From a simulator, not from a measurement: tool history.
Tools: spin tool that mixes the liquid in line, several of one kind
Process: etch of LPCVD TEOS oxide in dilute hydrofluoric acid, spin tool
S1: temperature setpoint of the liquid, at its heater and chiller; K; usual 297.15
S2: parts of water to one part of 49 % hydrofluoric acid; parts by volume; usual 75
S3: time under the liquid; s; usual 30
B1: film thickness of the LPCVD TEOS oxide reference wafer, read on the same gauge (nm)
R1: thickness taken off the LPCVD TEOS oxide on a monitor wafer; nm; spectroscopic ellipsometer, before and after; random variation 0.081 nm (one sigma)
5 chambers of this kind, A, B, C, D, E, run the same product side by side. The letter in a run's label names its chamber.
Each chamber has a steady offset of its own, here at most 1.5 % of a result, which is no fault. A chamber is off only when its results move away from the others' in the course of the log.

| run | hour | S1 | S2 | S3 | B1 | R1 |
|---|---|---|---|---|---|---|
| 1C | 10.4 | 297.15 | 75 | 30 | 60.006 | 19.152 |
| 2B | 17.6 | 297.15 | 75 | 30 | 59.995 | 19.046 |
| 3A | 26.1 | 297.15 | 75 | 30 | 59.981 | 18.737 |
| 4E | 36.4 | 297.15 | 75 | 30 | 59.997 | 18.759 |
| 5D | 50.5 | 297.15 | 75 | 30 | 60 | 18.807 |
| 6C | 64.7 | 297.15 | 75 | 30 | 60.018 | 19.257 |
| 7E | 75 | 294.65 | 75 | 15 | 59.988 | 8.5251 |
| 8D | 88.8 | 294.65 | 75 | 15 | 59.998 | 8.4652 |
|  | 96.8 | chamber C: hydrofluoric acid flow meter replaced |
| 9A | 97.4 | 294.65 | 75 | 15 | 59.997 | 8.4398 |
| 10B | 108.7 | 294.65 | 75 | 15 | 59.986 | 8.5062 |
| 11B | 120.7 | 294.65 | 75 | 15 | 60.02 | 8.5942 |
| 12C | 132.7 | 297.15 | 75 | 30 | 60.006 | 19.044 |
| 13D | 140.4 | 297.15 | 75 | 30 | 59.996 | 18.943 |
| 14E | 152.9 | 297.15 | 50 | 30 | 59.994 | 29.173 |
| 15A | 167.3 | 297.15 | 50 | 30 | 60.005 | 29.316 |
| 16A | 174.7 | 297.15 | 50 | 30 | 59.997 | 29.165 |
| 17D | 188.9 | 297.15 | 50 | 30 | 60.012 | 29.512 |
| 18E | 196.2 | 297.15 | 50 | 30 | 59.994 | 29.21 |
|  | 199.2 | chamber B: hydrofluoric acid flow meter replaced |
| 19B | 207.5 | 297.15 | 75 | 30 | 60.003 | 18.678 |
| 20C | 215.8 | 297.15 | 75 | 30 | 60.012 | 19.076 |
| 21E | 225.4 | 297.15 | 75 | 30 | 60.004 | 18.845 |
| 22D | 240.8 | 297.15 | 75 | 30 | 60.008 | 19.161 |
| 23C | 255.2 | 297.15 | 75 | 30 | 60.008 | 19.292 |
| 24B | 267.2 | 297.15 | 75 | 30 | 59.984 | 18.997 |
| 25A | 276.2 | 293.65 | 75 | 50 | 60.017 | 27.047 |
| 26D | 286.5 | 293.65 | 75 | 50 | 59.992 | 27.576 |
| 27E | 297.1 | 293.65 | 75 | 50 | 60.004 | 27.119 |
| 28B | 305 | 293.65 | 75 | 50 | 59.984 | 27.131 |
| 29C | 315.2 | 293.65 | 75 | 50 | 60.004 | 27.358 |
| 30A | 327 | 297.15 | 75 | 30 | 60.003 | 18.84 |
| 31A | 334.5 | 297.15 | 75 | 30 | 59.999 | 18.776 |
| 32B | 343.3 | 300.15 | 75 | 30 | 60.009 | 21.264 |
| 33D | 355.1 | 300.15 | 75 | 30 | 60.003 | 21.806 |
| 34C | 369.5 | 300.15 | 75 | 30 | 60.025 | 21.582 |
| 35E | 383.6 | 300.15 | 75 | 30 | 60.002 | 21.191 |
| 36E | 399.3 | 300.15 | 75 | 30 | 59.982 | 21.184 |
| 37D | 414.9 | 297.15 | 75 | 30 | 59.99 | 19.424 |
| 38A | 426.9 | 297.15 | 75 | 30 | 59.987 | 18.849 |
| 39C | 441.2 | 297.15 | 75 | 30 | 60.026 | 19.03 |
| 40B | 455 | 297.15 | 75 | 30 | 60.022 | 19.056 |

Next, every chamber runs the same settings. What will each give?
| 41A | 466.2 | 297.15 | 75 | 30 |  | ? |
| 41B | 466.2 | 297.15 | 75 | 30 |  | ? |
| 41C | 466.2 | 297.15 | 75 | 30 |  | ? |
| 41D | 466.2 | 297.15 | 75 | 30 |  | ? |
| 41E | 466.2 | 297.15 | 75 | 30 |  | ? |

| run | R1 |
|---|---|
| 41A | 18.615 |
| 41B | 18.844 |
| 41C | 19.071 |
| 41D | 19.538 |
| 41E | 18.916 |
